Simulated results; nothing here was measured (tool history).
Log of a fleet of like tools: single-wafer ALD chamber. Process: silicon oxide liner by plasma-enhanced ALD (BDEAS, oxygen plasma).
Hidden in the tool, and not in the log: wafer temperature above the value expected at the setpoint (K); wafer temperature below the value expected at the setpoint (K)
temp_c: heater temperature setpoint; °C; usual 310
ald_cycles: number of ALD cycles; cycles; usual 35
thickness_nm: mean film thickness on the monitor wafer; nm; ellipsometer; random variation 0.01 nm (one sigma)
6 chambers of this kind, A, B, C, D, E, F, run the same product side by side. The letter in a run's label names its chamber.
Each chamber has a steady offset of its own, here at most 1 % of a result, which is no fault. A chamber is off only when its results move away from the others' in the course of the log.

run,hour,temp_c,ald_cycles,hours since the last thermocouple change,"read-back reference wafer on the same gauge, thickness_nm",thickness_nm
1F,5.1,310,35,1665.3,2.9004,3.2105
2A,14.3,310,35,908.1,2.9011,3.195
3E,18.7,310,35,1195.7,2.8996,3.2374
4B,24.2,310,35,1067.2,2.8975,3.1874
5D,28.6,310,35,479.1,2.8976,3.1878
6C,34.8,310,35,506.9,2.9007,3.2276
7C,43.2,310,35,515.3,2.9013,3.2276
8D,52,310,35,502.5,2.901,3.1852
9F,60.8,310,35,1721,2.8981,3.1987
10B,69.1,310,35,1112.1,2.8994,3.1873
11A,75.9,310,35,969.7,2.8995,3.1939
# hour 78.3: chamber B: thermocouple changed; heater temperature recalibrated
12E,85.2,322,35,1262.2,2.8992,3.1581
13B,93.1,322,35,14.8,2.8995,3.1442
14F,98.1,322,35,1758.3,2.8982,3.134
15A,107,322,35,1000.8,2.9006,3.1439
16E,116,322,35,1293,2.9004,3.1549
17C,124.2,322,35,596.3,2.8977,3.1928
18D,133.4,310,35,583.9,2.9007,3.2035
19A,141,310,35,1034.8,2.9004,3.1782
20C,147,310,35,619.1,2.8986,3.222
21E,153.8,310,35,1330.8,2.9013,3.1901
22D,159.7,310,35,610.2,2.8996,3.1898
23B,167,310,35,88.7,2.9026,3.1799
24F,174.6,310,35,1834.8,2.8991,3.1744
25F,182.5,310,35,1842.7,2.9007,3.1725
26B,191.2,310,35,112.9,2.9015,3.1845
27E,197.7,310,35,1374.7,2.9005,3.2092
28C,207,310,35,679.1,2.899,3.2505
29A,215,310,35,1108.8,2.8999,3.1816
30D,220.7,310,35,671.2,2.9006,3.1965
31D,224.9,310,35,675.4,2.9006,3.2138
32A,229.5,324,35,1123.3,2.8988,3.1193
33B,237.5,324,35,159.2,2.8994,3.1287
34E,246.8,324,35,1423.8,2.8994,3.1548
# hour 252.9: chamber F: thermocouple changed; heater temperature recalibrated
35C,253.3,324,35,725.4,2.9013,3.17
36F,258.6,324,35,5.7,2.9018,3.1401
37F,264,324,35,11.1,2.9016,3.1389
38E,271.8,310,35,1448.8,2.9017,3.2135
39C,278.8,310,35,750.9,2.9007,3.2239
40A,284.7,310,35,1178.5,2.898,3.1661
41B,291.1,310,35,212.8,2.8995,3.1935

What goes on in this fleet: one chamber off, a drifting gauge, or nothing beyond the chambers' own small offsets? Name the chamber and the cause, if any.

No chamber stands off beyond its own small offset, and the gauge holds steady.
